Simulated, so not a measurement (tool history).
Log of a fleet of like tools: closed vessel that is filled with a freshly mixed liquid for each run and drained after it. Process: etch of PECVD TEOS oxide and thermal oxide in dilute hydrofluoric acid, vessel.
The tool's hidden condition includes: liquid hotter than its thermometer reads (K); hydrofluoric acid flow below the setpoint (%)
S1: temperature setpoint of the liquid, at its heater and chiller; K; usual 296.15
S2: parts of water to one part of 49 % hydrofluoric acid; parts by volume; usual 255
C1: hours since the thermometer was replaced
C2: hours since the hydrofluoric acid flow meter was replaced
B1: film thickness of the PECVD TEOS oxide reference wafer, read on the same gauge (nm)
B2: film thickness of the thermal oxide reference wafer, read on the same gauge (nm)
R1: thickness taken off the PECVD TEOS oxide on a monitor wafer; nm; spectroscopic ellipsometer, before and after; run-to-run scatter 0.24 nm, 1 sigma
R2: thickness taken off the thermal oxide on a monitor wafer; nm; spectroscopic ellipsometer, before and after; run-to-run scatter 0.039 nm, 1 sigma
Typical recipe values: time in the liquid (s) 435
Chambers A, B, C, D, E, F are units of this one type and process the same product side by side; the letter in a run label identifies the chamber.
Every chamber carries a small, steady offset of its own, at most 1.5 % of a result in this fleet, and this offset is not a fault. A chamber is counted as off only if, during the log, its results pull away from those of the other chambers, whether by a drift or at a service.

run 1B hour=4.4 | S1=296.15 S2=255 time_in_the_liquid_(s)=435 | C1=339.0 C2=163.4 | B1=140.01 B2=110.02 | R1=31.085 R2=6.4604
run 2F hour=8.9 | S1=296.15 S2=255 time_in_the_liquid_(s)=435 | C1=548.0 C2=31.2 | B1=139.98 B2=109.96 | R1=30.921 R2=6.4608
run 3D hour=16.4 | S1=296.15 S2=255 time_in_the_liquid_(s)=435 | C1=1595.2 C2=1053.2 | B1=140.01 B2=110.01 | R1=30.492 R2=6.4009
run 4C hour=21.4 | S1=296.15 S2=255 time_in_the_liquid_(s)=435 | C1=281.2 C2=495.8 | B1=139.97 B2=109.98 | R1=31.008 R2=6.4652
run 5A hour=29.3 | S1=296.15 S2=255 time_in_the_liquid_(s)=435 | C1=435.3 C2=1143.3 | B1=139.97 B2=110.01 | R1=31.412 R2=6.4100
run 6E hour=36.3 | S1=296.15 S2=255 time_in_the_liquid_(s)=435 | C1=747.1 C2=695.7 | B1=140.02 B2=110.01 | R1=30.607 R2=6.5228
run 7A hour=41.4 | S1=296.15 S2=255 time_in_the_liquid_(s)=435 | C1=447.4 C2=1155.4 | B1=139.98 B2=110.03 | R1=31.039 R2=6.4286
run 8F hour=46.9 | S1=296.15 S2=255 time_in_the_liquid_(s)=435 | C1=586.0 C2=69.2 | B1=140.01 B2=109.97 | R1=30.817 R2=6.3933
run 9E hour=53.4 | S1=296.15 S2=255 time_in_the_liquid_(s)=435 | C1=764.2 C2=712.8 | B1=140.01 B2=110.00 | R1=30.588 R2=6.4300
run 10C hour=61.1 | S1=296.15 S2=255 time_in_the_liquid_(s)=435 | C1=320.9 C2=535.5 | B1=139.98 B2=110.00 | R1=30.940 R2=6.5435
run 11B hour=65.4 | S1=296.15 S2=255 time_in_the_liquid_(s)=435 | C1=400.0 C2=224.4 | B1=139.98 B2=110.03 | R1=30.711 R2=6.4456
run 12D hour=69.4 | S1=296.15 S2=255 time_in_the_liquid_(s)=435 | C1=1648.2 C2=1106.2 | B1=140.00 B2=110.05 | R1=31.121 R2=6.3916
run 13D hour=74.2 | S1=296.15 S2=190 time_in_the_liquid_(s)=435 | C1=1653.0 C2=1111.0 | B1=140.01 B2=110.01 | R1=44.287 R2=9.0143
run 14A hour=78.6 | S1=296.15 S2=190 time_in_the_liquid_(s)=435 | C1=484.6 C2=1192.6 | B1=140.02 B2=110.02 | R1=44.694 R2=9.1601
run 15B hour=83.4 | S1=296.15 S2=190 time_in_the_liquid_(s)=435 | C1=418.0 C2=242.4 | B1=139.97 B2=109.98 | R1=43.890 R2=9.2243
run 16C hour=89.3 | S1=296.15 S2=190 time_in_the_liquid_(s)=435 | C1=349.1 C2=563.7 | B1=139.97 B2=109.98 | R1=45.305 R2=9.4781
run 17F hour=96.9 | S1=296.15 S2=190 time_in_the_liquid_(s)=435 | C1=636.0 C2=119.2 | B1=140.00 B2=110.02 | R1=44.428 R2=9.2743
-- hour=100.0 chamber E: hydrofluoric acid flow meter replaced
run 18E hour=102.6 | S1=296.15 S2=190 time_in_the_liquid_(s)=435 | C1=813.4 C2=2.6 | B1=139.97 B2=109.99 | R1=44.523 R2=9.2637
run 19A hour=107.5 | S1=296.15 S2=255 time_in_the_liquid_(s)=435 | C1=513.5 C2=1221.5 | B1=139.99 B2=109.97 | R1=31.102 R2=6.4396
run 20F hour=114.4 | S1=296.15 S2=255 time_in_the_liquid_(s)=435 | C1=653.5 C2=136.7 | B1=139.95 B2=110.00 | R1=30.845 R2=6.4657
run 21E hour=120.8 | S1=296.15 S2=255 time_in_the_liquid_(s)=435 | C1=831.6 C2=20.8 | B1=140.02 B2=110.02 | R1=31.271 R2=6.5699
run 22B hour=126.8 | S1=296.15 S2=255 time_in_the_liquid_(s)=435 | C1=461.4 C2=285.8 | B1=140.02 B2=109.99 | R1=31.199 R2=6.4687
run 23C hour=130.7 | S1=296.15 S2=255 time_in_the_liquid_(s)=435 | C1=390.5 C2=605.1 | B1=140.02 B2=110.03 | R1=32.277 R2=6.6905
run 24D hour=137.6 | S1=296.15 S2=255 time_in_the_liquid_(s)=435 | C1=1716.4 C2=1174.4 | B1=139.97 B2=110.01 | R1=30.659 R2=6.4275
run 25A hour=145.2 | S1=296.15 S2=255 time_in_the_liquid_(s)=435 | C1=551.2 C2=1259.2 | B1=140.02 B2=109.99 | R1=30.854 R2=6.3896
run 26D hour=148.7 | S1=296.15 S2=255 time_in_the_liquid_(s)=435 | C1=1727.5 C2=1185.5 | B1=139.98 B2=110.01 | R1=31.068 R2=6.4297
run 27B hour=153.8 | S1=296.15 S2=255 time_in_the_liquid_(s)=435 | C1=488.4 C2=312.8 | B1=139.99 B2=110.00 | R1=31.039 R2=6.4730
run 28C hour=157.4 | S1=296.15 S2=255 time_in_the_liquid_(s)=435 | C1=417.2 C2=631.8 | B1=140.01 B2=110.02 | R1=32.368 R2=6.7565
run 29F hour=161.0 | S1=296.15 S2=255 time_in_the_liquid_(s)=435 | C1=700.1 C2=183.3 | B1=140.00 B2=110.00 | R1=31.007 R2=6.4901
run 30E hour=166.2 | S1=296.15 S2=255 time_in_the_liquid_(s)=435 | C1=877.0 C2=66.2 | B1=140.00 B2=109.98 | R1=30.960 R2=6.4601
run 31D hour=169.9 | S1=296.15 S2=255 time_in_the_liquid_(s)=435 | C1=1748.7 C2=1206.7 | B1=140.00 B2=110.04 | R1=31.053 R2=6.4547
run 32E hour=176.2 | S1=296.15 S2=255 time_in_the_liquid_(s)=435 | C1=887.0 C2=76.2 | B1=139.99 B2=109.98 | R1=31.030 R2=6.4716
run 33B hour=182.8 | S1=296.15 S2=255 time_in_the_liquid_(s)=435 | C1=517.4 C2=341.8 | B1=139.98 B2=110.02 | R1=30.771 R2=6.4702
run 34A hour=190.5 | S1=296.15 S2=255 time_in_the_liquid_(s)=435 | C1=596.5 C2=1304.5 | B1=139.97 B2=110.03 | R1=31.025 R2=6.4416
run 35F hour=194.9 | S1=296.15 S2=255 time_in_the_liquid_(s)=435 | C1=734.0 C2=217.2 | B1=139.95 B2=110.02 | R1=31.182 R2=6.4102
run 36C hour=202.1 | S1=296.15 S2=140 time_in_the_liquid_(s)=435 | C1=461.9 C2=676.5 | B1=140.02 B2=109.97 | R1=68.161 R2=14.1990
run 37B hour=205.7 | S1=296.15 S2=140 time_in_the_liquid_(s)=435 | C1=540.3 C2=364.7 | B1=139.99 B2=110.00 | R1=63.734 R2=12.9660
run 38F hour=210.8 | S1=296.15 S2=140 time_in_the_liquid_(s)=435 | C1=749.9 C2=233.1 | B1=139.98 B2=110.01 | R1=63.307 R2=13.1720
run 39C hour=218.6 | S1=296.15 S2=140 time_in_the_liquid_(s)=435 | C1=478.4 C2=693.0 | B1=140.01 B2=110.00 | R1=67.006 R2=14.2860
run 40A hour=226.4 | S1=296.15 S2=140 time_in_the_liquid_(s)=435 | C1=632.4 C2=1340.4 | B1=140.03 B2=110.01 | R1=63.440 R2=13.0220
run 41D hour=230.8 | S1=296.15 S2=140 time_in_the_liquid_(s)=435 | C1=1809.6 C2=1267.6 | B1=139.99 B2=110.00 | R1=62.915 R2=12.8610

One chamber off, gauge drift, or nothing amiss beyond the chambers' own small offsets? If it is a chamber, which one, and what is the likeliest cause?

Chamber C drifts away from the others.
Cause: liquid hotter than its thermometer reads (K) = 2.21.
The log may not tell that from: hydrofluoric acid flow above the setpoint (%).

Which of the 4 candidates below, each the usual settings with something changed and its results left as question marks, puts chamber C back in line with what the other chambers give on the usual settings?
To be in line, a result may differ from the other chambers' mean on the usual settings by at most: R1 0.840 nm; R2 0.1300 nm
run 42C-1 hour=236.4 | S1=296.15 S2=260 time_in_the_liquid_(s)=430 | R1=? R2=?
run 42C-2 hour=236.4 | S1=296.15 S2=250 time_in_the_liquid_(s)=440 | R1=? R2=?
run 42C-3 hour=236.4 | S1=296.15 S2=265 time_in_the_liquid_(s)=420 | R1=? R2=?
run 42C-4 hour=236.4 | S1=296.15 S2=245 time_in_the_liquid_(s)=450 | R1=? R2=?

Mean of the other chambers on the usual settings: R1 30.953 nm; R2 6.4437 nm
run=42C-1 R1=32.477 R2=6.7650
run=42C-2 R1=34.900 R2=7.2696
run=42C-3 R1=30.975 R2=6.4520
run=42C-4 R1=36.598 R2=7.6233
The answer is 42C-3, which returns the chamber to within the allowed miss of the others.

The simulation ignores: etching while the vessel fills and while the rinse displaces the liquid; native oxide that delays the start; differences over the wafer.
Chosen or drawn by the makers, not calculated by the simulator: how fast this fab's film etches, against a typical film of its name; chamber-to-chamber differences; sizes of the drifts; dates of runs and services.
